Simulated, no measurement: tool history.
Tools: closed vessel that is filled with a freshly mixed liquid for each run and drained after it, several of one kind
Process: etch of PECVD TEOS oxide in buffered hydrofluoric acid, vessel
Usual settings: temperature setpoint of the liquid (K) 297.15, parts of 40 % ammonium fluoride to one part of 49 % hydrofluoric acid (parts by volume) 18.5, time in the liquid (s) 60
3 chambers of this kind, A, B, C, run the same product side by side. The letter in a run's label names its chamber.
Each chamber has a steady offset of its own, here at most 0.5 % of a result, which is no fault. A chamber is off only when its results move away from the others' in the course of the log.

run   hour  temperature setpoint of the liquid (K)  parts of 40 % ammonium fluoride to one part of 49 % hydrofluoric acid (parts by volume)  time in the liquid (s)  read-back film thickness of the PECVD TEOS oxide reference wafer, read on the same gauge (nm)  thickness taken off the PECVD TEOS oxide on a monitor wafer (Å)
       0.7  -- chamber B: thermometer replaced
 1C   12.5                                  297.15                                                                                     18.5                      60                                                                                         60.002                                                           937.66
 2B   25.1                                  297.15                                                                                     18.5                      60                                                                                         59.988                                                           942.86
      26.0  -- chamber B: hydrofluoric acid flow meter replaced
      34.1  -- chamber A: thermometer replaced
 3A   36.9                                  297.15                                                                                     18.5                      60                                                                                         59.992                                                           931.89
 4B   47.2                                  297.15                                                                                     18.5                      60                                                                                         60.026                                                           949.97
 5C   54.1                                  297.15                                                                                     18.5                      60                                                                                         59.996                                                           935.23
 6A   65.6                                  297.15                                                                                     18.5                      60                                                                                         59.994                                                           936.96
      67.1  -- chamber C: hydrofluoric acid flow meter replaced
 7C   76.6                                  297.15                                                                                     18.5                      60                                                                                         60.011                                                           936.17
 8B   84.6                                  297.15                                                                                     18.5                      60                                                                                         60.024                                                           941.64
 9A   96.8                                  297.15                                                                                     18.5                      60                                                                                         60.005                                                           936.81
10C  107.2                                  297.15                                                                                     18.5                      80                                                                                         59.985                                                          1243.80
11B  118.1                                  297.15                                                                                     18.5                      80                                                                                         60.015                                                          1248.00
12A  130.7                                  297.15                                                                                     18.5                      80                                                                                         59.983                                                          1254.50
13A  141.8                                  297.15                                                                                     18.5                      60                                                                                         60.008                                                           941.34
14C  153.2                                  297.15                                                                                     18.5                      60                                                                                         60.000                                                           934.45
15B  162.3                                  297.15                                                                                     18.5                      60                                                                                         59.996                                                           944.94
16B  168.5                                  297.15                                                                                     18.5                      60                                                                                         60.019                                                           940.18
17A  174.6                                  297.15                                                                                     18.5                      60                                                                                         60.032                                                           931.16
18C  180.6                                  297.15                                                                                     18.5                      60                                                                                         60.017                                                           936.40
19B  188.2                                  297.15                                                                                     18.5                      60                                                                                         59.992                                                           944.13
20A  197.3                                  297.15                                                                                     18.5                      60                                                                                         60.008                                                           937.56
21C  209.7                                  297.15                                                                                     18.5                      60                                                                                         59.989                                                           935.88
22A  217.9                                  297.15                                                                                     18.5                      60                                                                                         60.016                                                           944.14
23B  231.1                                  297.15                                                                                     18.5                      60                                                                                         60.014                                                           943.83
24C  241.2                                  297.15                                                                                     18.5                      60                                                                                         59.995                                                           934.40

Next, every chamber runs the same settings. What will each give?
25A  250.6                                  297.15                                                                                     18.5                      60                                                                                                                                                               ?
25B  250.6                                  297.15                                                                                     18.5                      60                                                                                                                                                               ?
25C  250.6                                  297.15                                                                                     18.5                      60                                                                                                                                                               ?

run  thickness taken off the PECVD TEOS oxide on a monitor wafer (Å)
25A                                                           937.81
25B                                                           939.54
25C                                                           932.27
